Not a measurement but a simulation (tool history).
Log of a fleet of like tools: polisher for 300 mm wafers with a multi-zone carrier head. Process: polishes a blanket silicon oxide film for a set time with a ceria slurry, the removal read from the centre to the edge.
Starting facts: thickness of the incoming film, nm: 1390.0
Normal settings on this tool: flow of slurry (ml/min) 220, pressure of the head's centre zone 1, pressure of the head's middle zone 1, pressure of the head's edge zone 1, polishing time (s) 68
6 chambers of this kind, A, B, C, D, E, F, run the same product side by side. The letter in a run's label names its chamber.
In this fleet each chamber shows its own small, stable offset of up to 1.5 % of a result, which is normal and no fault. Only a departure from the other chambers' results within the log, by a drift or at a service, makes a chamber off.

| run | hour | flow of slurry (ml/min) | pressure of the head's centre zone | pressure of the head's middle zone | pressure of the head's edge zone | polishing time (s) | film removed at the wafer's centre (nm) | film removed at mid-radius (nm) | film removed at the wafer's edge (nm) |
|---|---|---|---|---|---|---|---|---|---|
| 1A | 5.7 | 220 | 1 | 1 | 1 | 68 | 229.77 | 229.06 | 230.33 |
| 2D | 12 | 220 | 1 | 1 | 1 | 68 | 232.13 | 227.43 | 230.22 |
| 3E | 16 | 220 | 1 | 1 | 1 | 68 | 233.01 | 229.73 | 231.81 |
| 4C | 21.5 | 220 | 1 | 1 | 1 | 68 | 236.55 | 236.41 | 231.55 |
|  | 24.6 | chamber F: worn pad replaced by a new one |
| 5B | 26.2 | 220 | 1 | 1 | 1 | 68 | 233.89 | 232.62 | 231.32 |
| 6F | 32.3 | 220 | 1 | 1 | 1 | 68 | 233.17 | 229.74 | 233.44 |
|  | 35.5 | chamber A: worn pad replaced by a new one |
| 7D | 37.9 | 220 | 1 | 1 | 1.08 | 48 | 163.75 | 165.88 | 171.1 |
|  | 39.7 | chamber B: worn pad replaced by a new one |
|  | 41.7 | chamber C: centre zone pressure recalibrated |
| 8C | 43.8 | 220 | 1 | 1 | 1.08 | 48 | 168.02 | 167.58 | 168.87 |
| 9A | 50.5 | 220 | 1 | 1 | 1.08 | 48 | 161.94 | 159.93 | 169.82 |
| 10B | 55.7 | 220 | 1 | 1 | 1.08 | 48 | 163.73 | 166.79 | 168.73 |
| 11E | 62.5 | 220 | 1 | 1 | 1.08 | 48 | 164.52 | 165.55 | 168.1 |
|  | 65.4 | chamber C: worn pad replaced by a new one |
| 12F | 67.4 | 220 | 1 | 1 | 1.08 | 48 | 163.99 | 164.67 | 171.53 |
|  | 70 | chamber D: worn pad replaced by a new one |
| 13C | 75 | 220 | 1 | 1 | 1 | 68 | 232.51 | 232.9 | 229.89 |
|  | 80 | chamber E: worn pad replaced by a new one |
| 14E | 81.6 | 220 | 1 | 1 | 1 | 68 | 230.8 | 232.01 | 231.12 |
|  | 84.1 | chamber F: worn pad replaced by a new one |
| 15A | 88.1 | 220 | 1 | 1 | 1 | 68 | 228.87 | 229.91 | 229.48 |
| 16F | 94.9 | 220 | 1 | 1 | 1 | 68 | 235.68 | 227.86 | 229.84 |
| 17D | 100.1 | 220 | 1 | 1 | 1 | 68 | 230.31 | 229.77 | 234.34 |
| 18B | 107.4 | 220 | 1 | 1 | 1 | 68 | 225.03 | 224.87 | 229.73 |
| 19F | 111.1 | 220 | 1 | 1 | 1 | 68 | 234.51 | 228.97 | 234.1 |
| 20A | 116.8 | 220 | 1 | 1 | 1 | 68 | 231.79 | 231.4 | 230.27 |
| 21E | 120.6 | 220 | 1 | 1 | 1 | 68 | 233.39 | 237.62 | 233.17 |
| 22B | 128.2 | 220 | 1 | 1 | 1 | 68 | 228.93 | 227.02 | 230.81 |
| 23D | 135.1 | 220 | 1 | 1 | 1 | 68 | 232.01 | 229.87 | 236.63 |
| 24C | 139.2 | 220 | 1.06 | 1 | 0.93 | 68 | 251.89 | 234.46 | 221.75 |
|  | 140.8 | chamber F: worn pad replaced by a new one |
|  | 145.5 | chamber A: worn pad replaced by a new one |
| 25C | 146.8 | 220 | 1.06 | 1 | 0.93 | 68 | 249.23 | 230.32 | 220.58 |
|  | 146.9 | chamber F: centre zone pressure recalibrated |
| 26D | 152.9 | 220 | 1.06 | 1 | 0.93 | 68 | 245.03 | 230.82 | 223.02 |
| 27A | 159.3 | 220 | 1.06 | 1 | 0.93 | 68 | 246.61 | 225.32 | 223.33 |
| 28E | 164.6 | 220 | 1.06 | 1 | 0.93 | 68 | 250.07 | 230.38 | 221.41 |
|  | 169.3 | chamber A: centre zone pressure recalibrated |
| 29B | 170.5 | 220 | 1.06 | 1 | 0.93 | 68 | 238.35 | 227.62 | 219.64 |
|  | 170.6 | chamber D: worn pad replaced by a new one |
|  | 172 | chamber B: worn pad replaced by a new one |
|  | 174.6 | chamber C: worn pad replaced by a new one |
| 30F | 177.5 | 220 | 1 | 1 | 1 | 68 | 232.79 | 231.78 | 229.67 |
| 31C | 183 | 220 | 1 | 1 | 1 | 68 | 235.84 | 230.98 | 229.89 |
|  | 183.9 | chamber E: worn pad replaced by a new one |
| 32D | 187.6 | 220 | 1 | 1 | 1 | 68 | 232.47 | 231.79 | 233.45 |
| 33B | 195 | 220 | 1 | 1 | 1 | 68 | 220.39 | 223.2 | 224.28 |
|  | 197.6 | chamber F: worn pad replaced by a new one |
| 34E | 200.9 | 220 | 1 | 1 | 1 | 68 | 233.63 | 234.85 | 234.42 |
| 35F | 207.2 | 220 | 1 | 1 | 1 | 68 | 233.64 | 229.18 | 232.78 |
| 36A | 212.6 | 220 | 1 | 1 | 1 | 68 | 232.01 | 230.17 | 230.97 |

The same settings go to every chamber for the next run, one line per chamber below. Forecast the results for each:
| 37A | 218.2 | 220 | 1 | 1 | 1.07 | 68 | ? | ? | ? |
| 37B | 218.2 | 220 | 1 | 1 | 1.07 | 68 | ? | ? | ? |
| 37C | 218.2 | 220 | 1 | 1 | 1.07 | 68 | ? | ? | ? |
| 37D | 218.2 | 220 | 1 | 1 | 1.07 | 68 | ? | ? | ? |
| 37E | 218.2 | 220 | 1 | 1 | 1.07 | 68 | ? | ? | ? |
| 37F | 218.2 | 220 | 1 | 1 | 1.07 | 68 | ? | ? | ? |

| run | film removed at the wafer's centre (nm) | film removed at mid-radius (nm) | film removed at the wafer's edge (nm) |
|---|---|---|---|
| 37A | 232.49 | 230.2 | 240.03 |
| 37B | 217.68 | 218.5 | 233.61 |
| 37C | 232.59 | 237.4 | 239.64 |
| 37D | 231.7 | 232.32 | 237.57 |
| 37E | 234.9 | 232.99 | 238.58 |
| 37F | 231.48 | 232.55 | 239.47 |
